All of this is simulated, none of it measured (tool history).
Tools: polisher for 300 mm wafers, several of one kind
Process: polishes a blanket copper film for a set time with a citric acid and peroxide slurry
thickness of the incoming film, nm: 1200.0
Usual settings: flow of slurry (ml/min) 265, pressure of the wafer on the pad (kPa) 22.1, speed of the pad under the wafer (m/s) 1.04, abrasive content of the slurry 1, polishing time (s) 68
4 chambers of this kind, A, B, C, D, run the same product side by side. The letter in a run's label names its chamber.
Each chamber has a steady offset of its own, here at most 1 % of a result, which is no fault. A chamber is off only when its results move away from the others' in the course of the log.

| run | hour | flow of slurry (ml/min) | pressure of the wafer on the pad (kPa) | speed of the pad under the wafer (m/s) | abrasive content of the slurry | polishing time (s) | film removed (Å) |
|---|---|---|---|---|---|---|---|
|  | 5.9 | chamber C: worn pad replaced by a new one |
|  | 7.3 | chamber B: slurry blender recalibrated |
| 1D | 8.1 | 265 | 22.1 | 1.04 | 1 | 68 | 1440.3 |
| 2A | 14.5 | 265 | 22.1 | 1.04 | 1 | 68 | 1428.1 |
|  | 17.2 | chamber B: worn pad replaced by a new one |
| 3C | 20.4 | 265 | 22.1 | 1.04 | 1 | 68 | 1433 |
| 4B | 26.3 | 265 | 22.1 | 1.04 | 1 | 68 | 1406.2 |
| 5B | 32.3 | 265 | 22.1 | 1.04 | 1 | 68 | 1436.5 |
| 6C | 36.9 | 265 | 22.1 | 1.04 | 1 | 68 | 1431.8 |
| 7A | 44.1 | 265 | 22.1 | 1.04 | 1 | 68 | 1409.6 |
| 8D | 47.9 | 265 | 22.1 | 1.04 | 1 | 68 | 1430.3 |
| 9C | 52.5 | 265 | 22.1 | 1.04 | 1 | 68 | 1438.7 |
| 10B | 56.1 | 265 | 22.1 | 1.04 | 1 | 68 | 1399.6 |
|  | 56.2 | chamber A: worn pad replaced by a new one |
|  | 56.7 | chamber D: worn pad replaced by a new one |
| 11A | 61.7 | 265 | 22.1 | 1.04 | 0.85 | 80 | 1604.9 |
| 12D | 68.6 | 265 | 22.1 | 1.04 | 0.85 | 80 | 1672 |
|  | 73.1 | chamber C: worn pad replaced by a new one |
| 13D | 75.4 | 265 | 22.1 | 1.04 | 0.85 | 80 | 1608 |
|  | 75.9 | chamber C: head pressure recalibrated |
| 14B | 80.1 | 265 | 22.1 | 1.04 | 0.85 | 80 | 1620 |
| 15A | 84.5 | 265 | 22.1 | 1.04 | 1 | 68 | 1445.3 |
| 16C | 89.8 | 265 | 22.1 | 1.04 | 1 | 68 | 1431.3 |
| 17A | 94.2 | 265 | 22.1 | 1.04 | 1 | 68 | 1444 |
| 18D | 98.3 | 265 | 22.1 | 1.04 | 1 | 68 | 1414.8 |
|  | 103.8 | chamber B: head pressure recalibrated |
| 19C | 104.5 | 265 | 22.1 | 1.04 | 1 | 68 | 1420.2 |
| 20B | 112.4 | 265 | 22.1 | 1.04 | 1 | 68 | 1334.4 |
|  | 115.7 | chamber D: worn pad replaced by a new one |
|  | 120.3 | chamber C: slurry blender recalibrated |
| 21D | 120.5 | 265 | 17.2 | 1.04 | 1 | 68 | 1135.6 |
|  | 124.1 | chamber A: worn pad replaced by a new one |
|  | 124.8 | chamber B: worn pad replaced by a new one |
| 22A | 127.1 | 265 | 17.2 | 1.04 | 1 | 68 | 1081 |
| 23C | 134.4 | 265 | 17.2 | 1.04 | 1 | 68 | 1078 |
|  | 137.6 | chamber C: worn pad replaced by a new one |
| 24B | 138.2 | 265 | 17.2 | 1.04 | 1 | 68 | 1037.4 |
| 25B | 146.2 | 265 | 22.1 | 1.04 | 1.1 | 45 | 877.9 |
| 26C | 150.5 | 265 | 22.1 | 1.04 | 1.1 | 45 | 975.58 |
|  | 154.6 | chamber D: slurry blender recalibrated |
| 27A | 155.1 | 265 | 22.1 | 1.04 | 1.1 | 45 | 944.29 |
| 28D | 160.8 | 265 | 22.1 | 1.04 | 1.1 | 45 | 993.18 |
| 29B | 167.9 | 265 | 22.1 | 1.04 | 1 | 68 | 1310.5 |
| 30D | 171.9 | 265 | 22.1 | 1.04 | 1 | 68 | 1432 |
|  | 177.4 | chamber D: worn pad replaced by a new one |
| 31C | 178.6 | 265 | 22.1 | 1.04 | 1 | 68 | 1407.3 |
| 32A | 185.5 | 265 | 22.1 | 1.04 | 1 | 68 | 1428.3 |
| 33B | 190.1 | 265 | 22.1 | 1.04 | 1 | 68 | 1291.5 |
| 34C | 195.5 | 265 | 22.1 | 1.04 | 1 | 68 | 1438 |
|  | 202.6 | chamber A: worn pad replaced by a new one |
| 35A | 202.8 | 265 | 24.8 | 1.18 | 1 | 68 | 1839.2 |
| 36D | 208 | 265 | 24.8 | 1.18 | 1 | 68 | 1858.9 |
| 37A | 213.4 | 265 | 24.8 | 1.18 | 1 | 68 | 1806.1 |

All 4 chambers run these settings next. Forecast each chamber's results:
| 38A | 219.3 | 265 | 22.1 | 1.04 | 1 | 68 | ? |
| 38B | 219.3 | 265 | 22.1 | 1.04 | 1 | 68 | ? |
| 38C | 219.3 | 265 | 22.1 | 1.04 | 1 | 68 | ? |
| 38D | 219.3 | 265 | 22.1 | 1.04 | 1 | 68 | ? |

| run | film removed (Å) |
|---|---|
| 38A | 1432.8 |
| 38B | 1304.7 |
| 38C | 1400 |
| 38D | 1433.2 |
